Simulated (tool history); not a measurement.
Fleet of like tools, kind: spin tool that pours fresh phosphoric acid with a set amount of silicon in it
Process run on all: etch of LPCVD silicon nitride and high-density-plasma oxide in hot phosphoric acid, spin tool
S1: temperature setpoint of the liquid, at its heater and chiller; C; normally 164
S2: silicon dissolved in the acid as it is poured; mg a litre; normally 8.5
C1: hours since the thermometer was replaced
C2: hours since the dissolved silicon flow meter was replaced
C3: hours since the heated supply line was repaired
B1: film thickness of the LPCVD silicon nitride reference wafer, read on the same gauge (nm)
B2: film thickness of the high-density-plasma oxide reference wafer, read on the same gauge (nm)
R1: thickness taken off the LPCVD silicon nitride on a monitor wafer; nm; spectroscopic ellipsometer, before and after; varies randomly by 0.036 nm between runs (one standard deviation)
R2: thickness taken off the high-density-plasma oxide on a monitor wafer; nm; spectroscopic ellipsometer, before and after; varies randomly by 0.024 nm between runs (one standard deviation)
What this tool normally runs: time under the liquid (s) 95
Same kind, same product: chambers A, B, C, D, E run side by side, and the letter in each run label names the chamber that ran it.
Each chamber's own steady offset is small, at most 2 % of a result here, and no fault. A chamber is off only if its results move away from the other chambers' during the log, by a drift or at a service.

Run 1E, day 0.296: usual settings; C1 2371.1; C2 242.9; C3 2027.3; B1 150.03; B2 119.98. Result: R1 10.055 nm, R2 0.41056 nm.
Run 2C, day 0.604: usual settings; C1 599.1; C2 580.9; C3 2078.6; B1 150; B2 120. Result: R1 10.081 nm, R2 0.38961 nm.
Run 3A, day 0.842: usual settings; C1 2552.1; C2 1945.1; C3 3274.4; B1 150.04; B2 119.99. Result: R1 10.119 nm, R2 0.40545 nm.
Run 4D, day 1.238: usual settings; C1 872.5; C2 1043.2; C3 760.2; B1 150.02; B2 119.99. Result: R1 10.282 nm, R2 0.38037 nm.
At day 1.492: chamber B: dissolved silicon flow meter replaced.
Run 5B, day 1.517: usual settings; C1 659.3; C2 0.7; C3 1200; B1 150.03; B2 120.01. Result: R1 10.051 nm, R2 0.41626 nm.
Run 6E, day 1.796: usual settings; C1 2407.1; C2 278.9; C3 2063.3; B1 150.02; B2 119.99. Result: R1 10.102 nm, R2 0.39325 nm.
Run 7B, day 2.192: usual settings; C1 675.5; C2 16.9; C3 1216.2; B1 150.01; B2 120.01. Result: R1 10.047 nm, R2 0.40105 nm.
Run 8D, day 2.454: usual settings; C1 901.7; C2 1072.4; C3 789.4; B1 150; B2 120.01. Result: R1 10.232 nm, R2 0.42695 nm.
Run 9C, day 2.796: usual settings; C1 651.7; C2 633.5; C3 2131.2; B1 150.02; B2 120.02. Result: R1 10.079 nm, R2 0.38589 nm.
Run 10A, day 3.208: usual settings; C1 2608.9; C2 2001.9; C3 3331.2; B1 150.03; B2 120. Result: R1 10.115 nm, R2 0.3868 nm.
Run 11B, day 3.425: usual settings; C1 705.1; C2 46.5; C3 1245.8; B1 150; B2 120. Result: R1 9.9878 nm, R2 0.38307 nm.
Run 12C, day 3.729: usual settings; C1 674.1; C2 655.9; C3 2153.6; B1 150; B2 119.97. Result: R1 10.102 nm, R2 0.40028 nm.
Run 13D, day 4.029: usual settings; C1 939.5; C2 1110.2; C3 827.2; B1 149.95; B2 120.01. Result: R1 10.301 nm, R2 0.38905 nm.
Run 14E, day 4.442: usual settings but S1 165 C, time under the liquid (s) 45; C1 2470.6; C2 342.4; C3 2126.8; B1 150.01; B2 120.01. Result: R1 4.916 nm, R2 0.18703 nm.
Run 15A, day 4.638: usual settings but S1 165 C, time under the liquid (s) 45; C1 2643.2; C2 2036.2; C3 3365.5; B1 150.01; B2 120. Result: R1 4.9617 nm, R2 0.18801 nm.
Run 16C, day 5.008: usual settings but S1 165 C, time under the liquid (s) 45; C1 704.8; C2 686.6; C3 2184.3; B1 149.97; B2 120.01. Result: R1 4.9376 nm, R2 0.21761 nm.
Run 17B, day 5.388: usual settings but S1 165 C, time under the liquid (s) 45; C1 752.2; C2 93.6; C3 1292.9; B1 150.05; B2 119.97. Result: R1 4.8942 nm, R2 0.20327 nm.
Run 18A, day 5.675: usual settings but S1 165 C, time under the liquid (s) 45; C1 2668.1; C2 2061.1; C3 3390.4; B1 150.02; B2 120. Result: R1 4.9812 nm, R2 0.20564 nm.
Run 19E, day 5.908: usual settings; C1 2505.8; C2 377.6; C3 2162; B1 150; B2 120. Result: R1 10.142 nm, R2 0.36968 nm.
Run 20D, day 6.342: usual settings; C1 995; C2 1165.7; C3 882.7; B1 149.97; B2 119.98. Result: R1 10.317 nm, R2 0.39908 nm.
Run 21A, day 6.667: usual settings; C1 2691.9; C2 2084.9; C3 3414.2; B1 149.99; B2 119.99. Result: R1 10.131 nm, R2 0.40364 nm.
Run 22C, day 6.933: usual settings; C1 751; C2 732.8; C3 2230.5; B1 150.04; B2 120.03. Result: R1 10.133 nm, R2 0.40104 nm.
Run 23D, day 7.217: usual settings; C1 1016; C2 1186.7; C3 903.7; B1 150; B2 119.99. Result: R1 10.34 nm, R2 0.36797 nm.
Run 24E, day 7.529: usual settings; C1 2544.7; C2 416.5; C3 2200.9; B1 150.01; B2 119.99. Result: R1 10.131 nm, R2 0.38991 nm.
Run 25B, day 7.817: usual settings; C1 810.5; C2 151.9; C3 1351.2; B1 149.96; B2 119.99. Result: R1 9.9779 nm, R2 0.41418 nm.
At day 7.983: chamber A: thermometer replaced.
Run 26B, day 8.196: usual settings; C1 819.6; C2 161; C3 1360.3; B1 150; B2 119.99. Result: R1 10.03 nm, R2 0.41266 nm.
Run 27E, day 8.571: usual settings but S1 162 C, time under the liquid (s) 135; C1 2569.7; C2 441.5; C3 2225.9; B1 149.98; B2 120. Result: R1 13.454 nm, R2 0.50792 nm.
Run 28C, day 8.967: usual settings but S1 162 C, time under the liquid (s) 135; C1 799.8; C2 781.6; C3 2279.3; B1 149.98; B2 119.99. Result: R1 13.515 nm, R2 0.50376 nm.
At day 9.142: chamber E: thermometer replaced.
Run 29A, day 9.4: usual settings but S1 162 C, time under the liquid (s) 135; C1 34; C2 2150.5; C3 3479.8; B1 150; B2 119.98. Result: R1 13.42 nm, R2 0.40429 nm.
Run 30D, day 9.833: usual settings but S1 162 C, time under the liquid (s) 135; C1 1078.8; C2 1249.5; C3 966.5; B1 149.99; B2 119.99. Result: R1 13.71 nm, R2 0.47406 nm.
Run 31B, day 10.262: usual settings but S1 162 C, time under the liquid (s) 135; C1 869.2; C2 210.6; C3 1409.9; B1 149.98; B2 120.03. Result: R1 13.384 nm, R2 0.48022 nm.
Run 32E, day 10.558: usual settings; C1 34; C2 489.2; C3 2273.6; B1 149.99; B2 120. Result: R1 10.113 nm, R2 0.41811 nm.
Run 33C, day 10.842: usual settings; C1 844.8; C2 826.6; C3 2324.3; B1 150.01; B2 119.98. Result: R1 10.136 nm, R2 0.38624 nm.
Run 34D, day 11.238: usual settings; C1 1112.5; C2 1283.2; C3 1000.2; B1 150.03; B2 120.03. Result: R1 10.262 nm, R2 0.46779 nm.
Run 35A, day 11.558: usual settings; C1 85.8; C2 2202.3; C3 3531.6; B1 149.98; B2 119.97. Result: R1 10.099 nm, R2 0.40276 nm.

All 5 chambers run these settings next. Forecast each chamber's results:
Run 36A, day 11.871: usual settings but time under the liquid (s) 55. Result: R1 ?, R2 ?.
Run 36B, day 11.871: usual settings but time under the liquid (s) 55. Result: R1 ?, R2 ?.
Run 36C, day 11.871: usual settings but time under the liquid (s) 55. Result: R1 ?, R2 ?.
Run 36D, day 11.871: usual settings but time under the liquid (s) 55. Result: R1 ?, R2 ?.
Run 36E, day 11.871: usual settings but time under the liquid (s) 55. Result: R1 ?, R2 ?.

run      R1       R2
36A  5.8345  0.23365
36B  5.8181  0.23965
36C  5.8383  0.22889
36D  5.9813  0.23594
36E  5.8295  0.22704
